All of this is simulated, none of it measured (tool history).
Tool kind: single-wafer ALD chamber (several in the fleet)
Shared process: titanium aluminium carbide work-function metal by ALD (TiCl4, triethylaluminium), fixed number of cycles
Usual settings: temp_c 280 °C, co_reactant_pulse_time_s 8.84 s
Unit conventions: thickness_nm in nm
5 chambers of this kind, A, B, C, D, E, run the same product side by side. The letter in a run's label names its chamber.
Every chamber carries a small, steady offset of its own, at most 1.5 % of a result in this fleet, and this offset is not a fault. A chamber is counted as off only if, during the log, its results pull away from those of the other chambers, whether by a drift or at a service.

run,hour,temp_c,co_reactant_pulse_time_s,hours since the last thermocouple change,hours since the last triethylaluminium bottle change,"read-back reference wafer on the same gauge, thickness_nm",thickness_nm
1A,3.9,280,8.84,615.4,1382.6,1.7991,1.8071
2E,7.8,280,8.84,1416.7,677.7,1.7997,1.8123
3D,11.2,280,8.84,828.9,1020.0,1.8018,1.8123
4C,18.6,280,8.84,1583.8,432.4,1.8002,1.8100
5B,24.4,280,8.84,868.3,543.2,1.7975,1.8044
6B,29.0,280,8.84,872.9,547.8,1.8024,1.8198
7E,33.7,280,8.84,1442.6,703.6,1.8001,1.8193
8A,40.4,280,8.84,651.9,1419.1,1.8016,1.7901
# hour 44.2: chamber D: triethylaluminium bottle replaced
9C,45.8,280,8.84,1611.0,459.6,1.8018,1.7846
10D,52.2,280,8.84,869.9,8.1,1.8025,1.7985
# hour 57.6: chamber E: thermocouple changed; heater temperature recalibrated
11B,58.1,280,8.84,902.0,576.9,1.7971,1.7759
12D,61.7,280,8.84,879.4,17.6,1.7995,1.8055
13A,69.3,280,8.84,680.8,1448.0,1.8002,1.8179
14E,76.6,280,6.65,19.0,746.5,1.7989,1.7196
15C,82.8,280,6.65,1648.0,496.6,1.7987,1.6684
16C,89.7,280,6.65,1654.9,503.5,1.7979,1.6460
17B,97.4,280,6.65,941.3,616.2,1.7971,1.7061
18A,103.2,280,6.65,714.7,1481.9,1.8017,1.6963
19E,109.7,280,8.84,52.1,779.6,1.8010,1.8080
20D,114.2,280,8.84,931.9,70.1,1.8013,1.8181
21A,119.1,280,8.84,730.6,1497.8,1.7999,1.8167
22B,122.8,280,8.84,966.7,641.6,1.8019,1.7869
23E,130.5,280,8.84,72.9,800.4,1.7974,1.8214
24D,136.8,280,8.84,954.5,92.7,1.7973,1.8118
25C,144.4,280,8.84,1709.6,558.2,1.8013,1.7138
26C,151.0,280,8.84,1716.2,564.8,1.8016,1.7033
27B,159.0,280,8.84,1002.9,677.8,1.7999,1.7950
28D,166.1,280,8.84,983.8,122.0,1.8020,1.8200
29E,172.4,280,8.84,114.8,842.3,1.8009,1.8019
30A,176.7,280,8.84,788.2,1555.4,1.8020,1.8094

The same settings go to every chamber for the next run, one line per chamber below. Forecast the results for each:
31A,182.4,288,8.84,,,,?
31B,182.4,288,8.84,,,,?
31C,182.4,288,8.84,,,,?
31D,182.4,288,8.84,,,,?
31E,182.4,288,8.84,,,,?

run,thickness_nm
31A,1.8541
31B,1.8723
31C,1.7285
31D,1.8806
31E,1.8851
